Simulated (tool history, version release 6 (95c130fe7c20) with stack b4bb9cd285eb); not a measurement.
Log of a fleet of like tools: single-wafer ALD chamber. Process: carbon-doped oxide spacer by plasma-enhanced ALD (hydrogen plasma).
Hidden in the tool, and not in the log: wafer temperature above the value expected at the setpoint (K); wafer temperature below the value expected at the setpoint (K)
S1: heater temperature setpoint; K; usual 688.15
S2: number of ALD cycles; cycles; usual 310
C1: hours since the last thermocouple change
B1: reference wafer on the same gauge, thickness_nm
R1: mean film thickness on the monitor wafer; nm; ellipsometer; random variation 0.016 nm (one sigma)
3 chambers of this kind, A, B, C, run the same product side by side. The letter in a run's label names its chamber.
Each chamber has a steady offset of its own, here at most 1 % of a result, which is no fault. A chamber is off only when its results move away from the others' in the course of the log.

run 1C hour=4.1 | S1=688.15 S2=310 | C1=1491.5 | B1=15.500 | R1=14.867
run 2B hour=9.3 | S1=688.15 S2=310 | C1=2121.4 | B1=15.495 | R1=14.907
run 3A hour=14.2 | S1=688.15 S2=310 | C1=3002.8 | B1=15.493 | R1=14.784
run 4B hour=16.6 | S1=688.15 S2=310 | C1=2128.7 | B1=15.495 | R1=14.892
run 5A hour=20.8 | S1=688.15 S2=310 | C1=3009.4 | B1=15.494 | R1=14.779
run 6C hour=24.7 | S1=688.15 S2=310 | C1=1512.1 | B1=15.485 | R1=14.856
run 7B hour=27.8 | S1=688.15 S2=257 | C1=2139.9 | B1=15.487 | R1=12.368
run 8A hour=30.1 | S1=688.15 S2=257 | C1=3018.7 | B1=15.483 | R1=12.239
run 9C hour=33.0 | S1=688.15 S2=257 | C1=1520.4 | B1=15.489 | R1=12.341
run 10A hour=37.6 | S1=688.15 S2=310 | C1=3026.2 | B1=15.486 | R1=14.764
run 11B hour=41.9 | S1=688.15 S2=310 | C1=2154.0 | B1=15.485 | R1=14.909
run 12C hour=44.8 | S1=688.15 S2=310 | C1=1532.2 | B1=15.481 | R1=14.833
run 13B hour=47.2 | S1=688.15 S2=310 | C1=2159.3 | B1=15.476 | R1=14.919
run 14A hour=49.8 | S1=688.15 S2=310 | C1=3038.4 | B1=15.481 | R1=14.784
run 15C hour=55.1 | S1=688.15 S2=310 | C1=1542.5 | B1=15.477 | R1=14.852
run 16C hour=59.7 | S1=679.15 S2=366 | C1=1547.1 | B1=15.479 | R1=18.037
run 17B hour=64.7 | S1=679.15 S2=366 | C1=2176.8 | B1=15.474 | R1=18.045
run 18A hour=68.5 | S1=679.15 S2=366 | C1=3057.1 | B1=15.470 | R1=17.893
run 19C hour=72.6 | S1=688.15 S2=310 | C1=1560.0 | B1=15.467 | R1=14.817
run 20A hour=75.2 | S1=688.15 S2=310 | C1=3063.8 | B1=15.467 | R1=14.763
run 21B hour=77.9 | S1=680.15 S2=250 | C1=2190.0 | B1=15.465 | R1=12.305
run 22C hour=80.6 | S1=680.15 S2=250 | C1=1568.0 | B1=15.464 | R1=12.279
run 23A hour=83.9 | S1=680.15 S2=250 | C1=3072.5 | B1=15.462 | R1=12.169
run 24B hour=89.2 | S1=688.15 S2=310 | C1=2201.3 | B1=15.461 | R1=14.868
run 25C hour=92.1 | S1=696.15 S2=272 | C1=1579.5 | B1=15.460 | R1=12.690
run 26A hour=95.3 | S1=696.15 S2=272 | C1=3083.9 | B1=15.460 | R1=12.607
run 27B hour=99.1 | S1=696.15 S2=272 | C1=2211.2 | B1=15.451 | R1=12.713
run 28A hour=103.3 | S1=688.15 S2=310 | C1=3091.9 | B1=15.452 | R1=14.747
run 29B hour=106.1 | S1=688.15 S2=310 | C1=2218.2 | B1=15.455 | R1=14.848
run 30C hour=108.6 | S1=688.15 S2=310 | C1=1596.0 | B1=15.457 | R1=14.797
run 31C hour=113.8 | S1=688.15 S2=310 | C1=1601.2 | B1=15.451 | R1=14.820
run 32A hour=117.3 | S1=688.15 S2=310 | C1=3105.9 | B1=15.449 | R1=14.732
run 33B hour=122.5 | S1=688.15 S2=310 | C1=2234.6 | B1=15.448 | R1=14.844
run 34C hour=125.6 | S1=688.15 S2=310 | C1=1613.0 | B1=15.447 | R1=14.812
run 35B hour=128.0 | S1=701.15 S2=310 | C1=2240.1 | B1=15.451 | R1=14.217
run 36A hour=130.4 | S1=701.15 S2=310 | C1=3119.0 | B1=15.447 | R1=14.102
run 37C hour=135.6 | S1=701.15 S2=310 | C1=1623.0 | B1=15.444 | R1=14.210
run 38A hour=138.0 | S1=682.15 S2=283 | C1=3126.6 | B1=15.442 | R1=13.682
run 39B hour=140.4 | S1=682.15 S2=283 | C1=2252.5 | B1=15.443 | R1=13.795
run 40B hour=143.2 | S1=682.15 S2=283 | C1=2255.3 | B1=15.437 | R1=13.804
run 41C hour=147.8 | S1=688.15 S2=310 | C1=1635.2 | B1=15.434 | R1=14.813
run 42A hour=152.2 | S1=688.15 S2=310 | C1=3140.8 | B1=15.435 | R1=14.738
run 43A hour=157.0 | S1=688.15 S2=369 | C1=3145.6 | B1=15.436 | R1=17.537

Is one chamber off against the others, does the gauge drift, or is nothing wrong? If a chamber is off, say which, and what the likeliest cause is.

The gauge drifts, so all chambers seem to drift together. No chamber is off.
Cause: gauge reads low (%) = 0.441.
